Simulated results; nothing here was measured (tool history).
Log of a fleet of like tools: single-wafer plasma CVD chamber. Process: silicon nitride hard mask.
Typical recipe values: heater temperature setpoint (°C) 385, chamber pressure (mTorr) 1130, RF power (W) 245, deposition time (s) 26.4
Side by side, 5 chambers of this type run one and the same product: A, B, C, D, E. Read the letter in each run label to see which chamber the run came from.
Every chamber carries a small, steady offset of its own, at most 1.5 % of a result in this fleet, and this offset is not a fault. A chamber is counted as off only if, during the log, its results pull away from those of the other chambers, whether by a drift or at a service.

run,hour,heater temperature setpoint (°C),chamber pressure (mTorr),RF power (W),deposition time (s),"read-back reference wafer on the same gauge, thickness_nm",mean film thickness on the monitor wafer (angstrom)
1C,7.4,385,1130,245,26.4,22.596,238.64
2D,14.8,385,1130,245,26.4,22.608,239.86
3A,21.8,385,1130,245,26.4,22.618,240.88
4B,26.3,385,1130,245,26.4,22.617,242.8
5E,31,385,1130,245,26.4,22.626,239.17
6C,37.4,385,1130,245,26.4,22.622,239.2
7B,43.9,385,1130,245,26.4,22.631,242.49
8E,51.8,385,1130,245,26.4,22.645,239.1
9A,58.7,385,1130,245,31.1,22.642,284.39
10D,63.7,385,1130,245,31.1,22.652,283.43
11D,67.5,385,1130,245,31.1,22.668,283.77
12C,72.7,385,1130,245,31.1,22.657,281.6
13E,80.4,385,1130,245,31.1,22.664,282.09
14B,87.8,385,1130,245,26.4,22.667,242.79
15A,96.1,385,1130,245,26.4,22.671,241.88
16B,102.7,391,1240,245,26.4,22.678,250.04
17C,109.4,391,1240,245,26.4,22.686,245.97
18D,114.9,391,1240,245,26.4,22.693,247.89
19E,119.5,391,1240,245,26.4,22.686,246.73
20A,125.5,391,1240,245,26.4,22.702,247.19
21B,129.7,385,1130,245,26.4,22.696,243.19
22C,133.8,385,1130,245,26.4,22.709,239.11
23D,138.3,385,1130,245,26.4,22.709,241.09
24E,145.8,372,1130,245,29.2,22.719,266.72
25A,149.6,372,1130,245,29.2,22.71,268.25
26C,155.1,372,1130,245,29.2,22.712,265.54
27B,158.9,372,1130,245,29.2,22.719,270.69
28D,163.4,372,1130,245,29.2,22.719,267.62
29A,171.2,385,1130,245,26.4,22.73,241.93
30E,176.9,385,1130,245,26.4,22.746,240.55
# hour 180.2: chamber A: capacitance manometer re-zeroed and calibrated
31C,183.6,385,1130,245,26.4,22.737,239.24
32A,188.4,385,1130,245,26.4,22.748,242.01
33D,192.8,385,1130,245,26.4,22.751,241.62
34E,200.7,385,1130,245,26.4,22.762,241.22

Read the log: is a single chamber off, either drifting away or since a service, is the gauge that measures every chamber drifting, or is nothing wrong beyond small per-chamber offsets? Name any odd chamber and what most likely caused it.

The shared gauge is drifting. All chambers look as if they move in step, but none is off.
Cause: gauge reads high (%) = 0.701.
